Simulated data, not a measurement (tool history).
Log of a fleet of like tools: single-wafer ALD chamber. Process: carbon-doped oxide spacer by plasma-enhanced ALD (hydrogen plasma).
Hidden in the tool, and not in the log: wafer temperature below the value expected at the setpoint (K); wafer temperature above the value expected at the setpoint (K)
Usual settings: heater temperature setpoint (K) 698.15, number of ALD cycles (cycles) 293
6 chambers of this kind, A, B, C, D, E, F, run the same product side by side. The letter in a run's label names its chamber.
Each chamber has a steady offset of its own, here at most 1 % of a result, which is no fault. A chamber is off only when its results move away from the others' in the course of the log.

run,hour,heater temperature setpoint (K),number of ALD cycles (cycles),hours since the last thermocouple change,"read-back reference wafer on the same gauge, thickness_nm",mean film thickness on the monitor wafer (nm)
1A,10.2,698.15,293,275.9,12.998,13.585
2B,18.4,698.15,293,1774.7,13.007,13.502
3D,28.3,698.15,293,337.7,12.997,13.515
4E,36.8,698.15,293,586.8,13.011,13.469
5C,52.9,709.15,317,373.7,13.006,14.204
6F,65.0,709.15,317,1413.1,13.002,14.092
7E,75.0,709.15,317,625.0,13.006,14.095
8C,86.3,709.15,317,407.1,12.995,14.269
9F,100.5,709.15,317,1448.6,13.000,14.077
10D,109.1,709.15,317,418.5,12.994,14.095
11B,124.3,698.15,293,1880.6,13.001,13.503
12A,131.4,698.15,293,397.1,13.011,13.496
13B,147.0,698.15,293,1903.3,12.999,13.443
14E,161.3,698.15,293,711.3,13.001,13.441
15F,176.8,698.15,293,1524.9,12.994,13.495
# hour 183.9: chamber B: thermocouple changed; heater temperature recalibrated
16D,185.0,698.15,293,494.4,12.996,13.483
17A,195.5,698.15,293,461.2,12.993,13.644
18C,206.2,698.15,293,527.0,12.993,13.708
19C,215.9,698.15,293,536.7,12.990,13.723
20B,224.9,698.15,293,41.1,13.000,13.555
21D,236.3,698.15,293,545.7,12.999,13.526
22E,250.7,698.15,293,800.7,13.009,13.492
23A,264.3,693.15,293,530.0,12.993,13.878
24F,274.4,693.15,293,1622.5,13.008,13.716
25D,283.8,693.15,293,593.2,13.011,13.731
26C,298.7,693.15,293,619.5,12.990,13.790
27A,312.0,693.15,293,577.7,13.005,13.843
28B,321.0,693.15,293,137.2,13.013,13.851
29E,335.4,698.15,293,885.4,12.998,13.401
30F,347.3,698.15,293,1695.4,13.006,13.569
31C,358.2,698.15,293,679.0,12.996,13.631
32A,369.3,698.15,293,635.0,13.002,13.549
33B,379.9,698.15,293,196.1,13.007,13.457
34E,392.0,698.15,293,942.0,12.986,13.570
35F,404.3,698.15,293,1752.4,13.013,13.542
36D,414.5,698.15,293,723.9,13.008,13.466
37F,430.2,698.15,293,1778.3,12.997,13.455

What goes on in this fleet: one chamber off, a drifting gauge, or nothing beyond the chambers' own small offsets? Name the chamber and the cause, if any.

No chamber stands off beyond its own small offset, and the gauge holds steady.

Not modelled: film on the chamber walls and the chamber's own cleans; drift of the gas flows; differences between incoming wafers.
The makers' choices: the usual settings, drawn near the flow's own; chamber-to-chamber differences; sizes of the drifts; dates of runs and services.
